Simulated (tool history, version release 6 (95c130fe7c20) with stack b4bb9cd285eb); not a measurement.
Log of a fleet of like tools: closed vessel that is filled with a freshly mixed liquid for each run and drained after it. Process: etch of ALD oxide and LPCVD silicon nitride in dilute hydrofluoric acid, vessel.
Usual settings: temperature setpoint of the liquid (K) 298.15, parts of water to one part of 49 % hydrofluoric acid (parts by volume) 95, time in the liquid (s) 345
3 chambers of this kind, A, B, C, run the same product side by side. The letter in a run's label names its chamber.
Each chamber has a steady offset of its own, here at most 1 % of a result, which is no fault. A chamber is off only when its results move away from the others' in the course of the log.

run   hour  temperature setpoint of the liquid (K)  parts of water to one part of 49 % hydrofluoric acid (parts by volume)  time in the liquid (s)  read-back film thickness of the ALD oxide reference wafer, read on the same gauge (nm)  read-back film thickness of the LPCVD silicon nitride reference wafer, read on the same gauge (nm)  thickness taken off the ALD oxide on a monitor wafer (Å)  thickness taken off the LPCVD silicon nitride on a monitor wafer (Å)
 1A   12.4                                  298.15                                                                      95                     345                                                                                  29.965                                                                                              130.01                                                    605.77                                                                19.166
 2B   25.8                                  298.15                                                                      95                     345                                                                                  30.058                                                                                                 130                                                    602.73                                                                 19.22
 3C   34.8                                  298.15                                                                      95                     345                                                                                  30.036                                                                                              130.02                                                    591.25                                                                19.006
 4A   43.5                                  298.15                                                                      95                     345                                                                                  30.026                                                                                                 130                                                    596.47                                                                19.968
      54.7  -- chamber B: hydrofluoric acid flow meter replaced
 5B   55.6                                  298.15                                                                      95                     345                                                                                  29.963                                                                                                 130                                                    604.88                                                                18.556
 6C   63.5                                  300.65                                                                      95                     345                                                                                  29.984                                                                                              129.99                                                    653.48                                                                21.298
 7B     71                                  300.65                                                                      95                     345                                                                                  29.971                                                                                              130.01                                                    648.95                                                                 21.62
 8C     84                                  300.65                                                                      95                     345                                                                                  29.971                                                                                              129.99                                                     653.8                                                                21.854
 9A   91.3                                  298.15                                                                      95                     345                                                                                  30.005                                                                                              129.96                                                    591.75                                                                18.752
10A  103.8                                  298.15                                                                      95                     345                                                                                  30.013                                                                                              130.03                                                     602.2                                                                18.795
11C  115.7                                  298.15                                                                      95                     345                                                                                  30.002                                                                                              130.02                                                    597.49                                                                18.678
12B    125                                  298.15                                                                      95                     345                                                                                   30.03                                                                                                 130                                                    599.06                                                                19.089
13C  134.6                                  298.15                                                                      95                     345                                                                                  30.038                                                                                              129.96                                                    600.65                                                                18.577
14B  145.8                                  298.15                                                                      95                     345                                                                                  29.947                                                                                              130.01                                                     598.9                                                                18.222
15A  157.5                                  298.15                                                                      95                     345                                                                                  30.019                                                                                              129.99                                                    603.64                                                                18.597
16B  170.2                                  298.15                                                                      95                     345                                                                                   29.94                                                                                              129.98                                                     593.4                                                                18.582
17A  179.5                                  298.15                                                                      95                     345                                                                                   29.97                                                                                                 130                                                    599.42                                                                19.148
18C  191.1                                  298.15                                                                      95                     345                                                                                  30.014                                                                                              130.02                                                    605.21                                                                19.899
19B  202.4                                  298.15                                                                      95                     345                                                                                  30.023                                                                                              129.97                                                    592.48                                                                18.518
20A  209.5                                  298.15                                                                      95                     345                                                                                  30.017                                                                                              130.02                                                    597.23                                                                19.298
21C  218.9                                  298.15                                                                      95                     345                                                                                   30.02                                                                                              130.01                                                    622.51                                                                19.442
22A  230.7                                  298.15                                                                      95                     345                                                                                  29.933                                                                                              130.03                                                    601.52                                                                 18.89
23B  239.6                                  298.15                                                                      95                     345                                                                                  30.033                                                                                                 130                                                    602.35                                                                18.601
24C  251.4                                  298.15                                                                      95                     345                                                                                  29.982                                                                                              129.97                                                    615.38                                                                19.947
25B  262.1                                  298.15                                                                      95                     345                                                                                  29.941                                                                                              130.03                                                    604.76                                                                19.047
26C  273.4                                  298.15                                                                     115                     175                                                                                  29.956                                                                                              130.01                                                    259.16                                                                8.3898
27A  282.7                                  298.15                                                                     115                     175                                                                                  29.981                                                                                                 130                                                    246.04                                                                8.1802

Is one chamber off against the others, does the gauge drift, or is nothing wrong? If a chamber is off, say which, and what the likeliest cause is.

Chamber C drifts away from the others.
Cause: hydrofluoric acid flow above the setpoint (%) = 6.49.

Here are 4 candidates for chamber C's next run, each the usual settings with a change, their results left as question marks. Which one brings its results back in line with what the others give on the usual settings?
In line means no further than this from the other chambers' mean on the usual settings: thickness taken off the ALD oxide on a monitor wafer (Å) 20; thickness taken off the LPCVD silicon nitride on a monitor wafer (Å) 1.2
28C-1  292.5                                  297.65                                                                      90                     350                                                                                                                                                                                                                                                     ?                                                                     ?
28C-2  292.5                                  298.65                                                                     100                     340                                                                                                                                                                                                                                                     ?                                                                     ?
28C-3  292.5                                  298.15                                                                      90                     370                                                                                                                                                                                                                                                     ?                                                                     ?
28C-4  292.5                                  298.15                                                                     100                     325                                                                                                                                                                                                                                                     ?                                                                     ?

The other chambers' mean on the usual settings: thickness taken off the ALD oxide on a monitor wafer (Å) 598.33; thickness taken off the LPCVD silicon nitride on a monitor wafer (Å) 18.857
  run  thickness taken off the ALD oxide on a monitor wafer (Å)  thickness taken off the LPCVD silicon nitride on a monitor wafer (Å)
28C-1                                                    676.57                                                                20.344
28C-2                                                    606.79                                                                18.976
28C-3                                                    729.33                                                                22.214
28C-4                                                    568.71                                                                17.555
28C-2 brings the chamber back in line.

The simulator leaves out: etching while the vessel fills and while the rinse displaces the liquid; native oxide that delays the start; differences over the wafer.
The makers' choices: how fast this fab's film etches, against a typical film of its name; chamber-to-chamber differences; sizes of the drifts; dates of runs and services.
